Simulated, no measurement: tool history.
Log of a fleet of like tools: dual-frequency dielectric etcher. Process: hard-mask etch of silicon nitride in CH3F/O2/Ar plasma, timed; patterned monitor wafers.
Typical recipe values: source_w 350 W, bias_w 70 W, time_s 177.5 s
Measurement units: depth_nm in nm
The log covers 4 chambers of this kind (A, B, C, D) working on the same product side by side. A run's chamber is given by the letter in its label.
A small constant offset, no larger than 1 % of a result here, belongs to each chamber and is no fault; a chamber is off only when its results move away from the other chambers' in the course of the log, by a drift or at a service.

run   hour  source_w  bias_w  time_s  read-back reference wafer on the same gauge, depth_nm  depth_nm
 1B    5.1       350      70   177.5                                                 131.06    117.54
 2A    9.6       350      70   177.5                                                 131.07    117.85
 3D   15.5       350      70   177.5                                                 131.05    117.11
 4C   20.6       350      70   177.5                                                  130.9    115.34
 5A     26       350      70   177.5                                                 131.04    117.38
 6D   31.7       380      70   152.5                                                 131.06    104.47
 7C   37.2       380      70   152.5                                                    131    102.38
 8B   43.4       380      70   152.5                                                 130.92    104.42
 9C   46.9       380      70   152.5                                                 131.06    102.78
10A   51.5       350      70   177.5                                                 131.04    118.02
11B   54.5       350      70   177.5                                                 130.95    117.91
12D   57.9       350      61   177.5                                                 131.06    112.18
13B     61       350      61   177.5                                                    131    111.99
14C   66.5       350      61   177.5                                                 131.01    110.23
15A     73       350      61   177.5                                                 131.07    112.67
16D   76.7       350      70   177.5                                                 130.91    117.47
17B   82.2       350      70   177.5                                                 131.02    117.18
18D   85.2       350      70   177.5                                                 131.11    117.81
19C   88.2       350      70   177.5                                                 130.96    115.65
20A   92.4       350      70   177.5                                                 130.98    117.76
21C   96.6       350      70   177.5                                                 131.04    115.82
22B   99.6       350      70   177.5                                                 131.04    117.77
23A  103.5       350      70   177.5                                                 130.96    117.56
24D  109.7       320      70   177.5                                                 130.96    113.49
25C  115.3       320      70   177.5                                                 130.93    111.99
26B  119.5       320      70   177.5                                                 130.99    113.59
27A  125.6       320      70   177.5                                                 130.99    113.82
28D  130.7       350      70   177.5                                                 131.04     117.3

Read the log: is a single chamber off, either drifting away or since a service, is the gauge that measures every chamber drifting, or is nothing wrong beyond small per-chamber offsets? Name any odd chamber and what most likely caused it.

No chamber is off and the gauge is stable; the differences are just each chamber's small, constant offset.
